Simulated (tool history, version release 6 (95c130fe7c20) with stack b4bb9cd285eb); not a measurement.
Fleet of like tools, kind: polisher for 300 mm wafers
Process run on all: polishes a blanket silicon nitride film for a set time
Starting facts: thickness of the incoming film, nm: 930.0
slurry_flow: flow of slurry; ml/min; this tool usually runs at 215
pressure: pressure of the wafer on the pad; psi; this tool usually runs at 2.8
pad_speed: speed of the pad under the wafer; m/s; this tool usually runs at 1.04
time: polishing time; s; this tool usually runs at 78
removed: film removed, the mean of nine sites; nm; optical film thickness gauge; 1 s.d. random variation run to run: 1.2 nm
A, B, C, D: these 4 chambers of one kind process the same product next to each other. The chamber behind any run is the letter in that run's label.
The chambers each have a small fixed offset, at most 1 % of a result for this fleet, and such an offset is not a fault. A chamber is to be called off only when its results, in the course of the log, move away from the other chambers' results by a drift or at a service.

run	hour	slurry_flow	pressure	pad_speed	time	removed
# hour 8.7: chamber D: worn pad replaced by a new one
1B	8.7	215	2.8	1.04	78	128.45
2A	16.9	215	2.8	1.04	78	130.40
3C	25.6	215	2.8	1.04	78	127.90
4D	33.5	215	2.8	1.04	78	127.99
# hour 44.5: chamber D: head pressure recalibrated
5A	45.3	215	2.8	1.04	78	128.25
6D	56.9	215	2.8	1.04	78	128.59
# hour 64.9: chamber B: worn pad replaced by a new one
# hour 67.3: chamber C: worn pad replaced by a new one
7C	68.1	215	2.8	1.04	78	127.79
# hour 68.4: chamber A: head pressure recalibrated
8B	75.4	215	2.8	1.04	78	127.62
9D	87.6	215	2.8	1.04	78	126.55
# hour 87.7: chamber A: worn pad replaced by a new one
10C	98.5	215	2.8	1.04	78	126.76
# hour 99.1: chamber B: head pressure recalibrated
11B	105.5	215	2.8	1.04	78	128.51
12A	112.0	215	2.8	1.04	78	131.00
13B	124.7	215	2.8	1.04	78	129.54
14A	134.0	215	2.8	1.04	78	129.81
# hour 137.8: chamber A: slurry nozzle cleaned
15C	145.3	215	2.8	1.04	78	123.82
16D	156.3	215	2.8	1.04	78	127.06
17A	162.5	215	2.8	1.04	78	128.54
# hour 162.8: chamber B: slurry nozzle cleaned
18D	168.4	215	2.8	1.04	78	127.06
19C	178.5	215	2.8	1.04	78	126.57
20B	189.4	215	2.8	1.04	78	129.35
# hour 193.3: chamber D: worn pad replaced by a new one
21C	195.2	215	2.8	1.04	78	122.24
22D	203.0	215	2.8	1.04	78	126.09
# hour 205.3: chamber C: worn pad replaced by a new one
23B	211.0	215	2.8	1.04	78	129.22
# hour 214.1: chamber A: worn pad replaced by a new one
# hour 216.0: chamber D: slurry nozzle cleaned
24A	217.2	215	2.8	1.04	78	129.19
25A	225.3	215	2.8	1.04	78	130.45
26C	237.1	215	2.8	1.04	78	121.20
27B	247.1	215	2.8	1.04	78	127.61
# hour 251.8: chamber B: worn pad replaced by a new one
28D	260.0	215	2.8	1.04	78	128.70
29C	269.8	215	2.8	1.04	78	119.01
30A	275.8	215	2.8	1.04	78	129.24
31D	287.9	215	2.8	1.04	78	128.30
32B	297.2	215	2.8	1.04	78	125.90
33A	304.8	215	2.8	1.04	78	130.51
34B	316.9	180	2.8	1.04	70	113.96
35C	329.5	180	2.8	1.04	70	101.30
36D	342.1	180	2.8	1.04	70	109.71
# hour 344.4: chamber C: worn pad replaced by a new one
37D	352.0	180	2.8	1.04	70	114.33
38C	364.6	215	2.8	1.04	78	113.43

Decide between three cases: one chamber stands off from its peers, the gauge reading all wafers drifts, or nothing is wrong past each chamber's small offset. Where a chamber is off, say which and what most likely put it there.

It is chamber C that slowly wanders off from its peers.
What lies behind it: head's pressure below its setpoint, % = 10.8.

Below are 4 candidate recipes for chamber C's next run, each the usual settings with a change, their results shown as question marks. Which of them brings C's results back in line with what the other chambers give on the usual settings?
To be in line, a result may differ from the other chambers' mean on the usual settings by at most: removed 4.300 nm
39C-1	374.3	215	2.8	1.04	64	?
39C-2	374.3	215	2.8	1.04	95	?
39C-3	374.3	215	2.8	1.20	78	?
39C-4	374.3	215	2.7	1.00	74	?

Other chambers, usual settings, mean: removed 128.440 nm
run	removed
39C-1	92.905
39C-2	137.910
39C-3	127.130
39C-4	100.330
Change 39C-3 lands the chamber within the allowed miss of the other chambers.
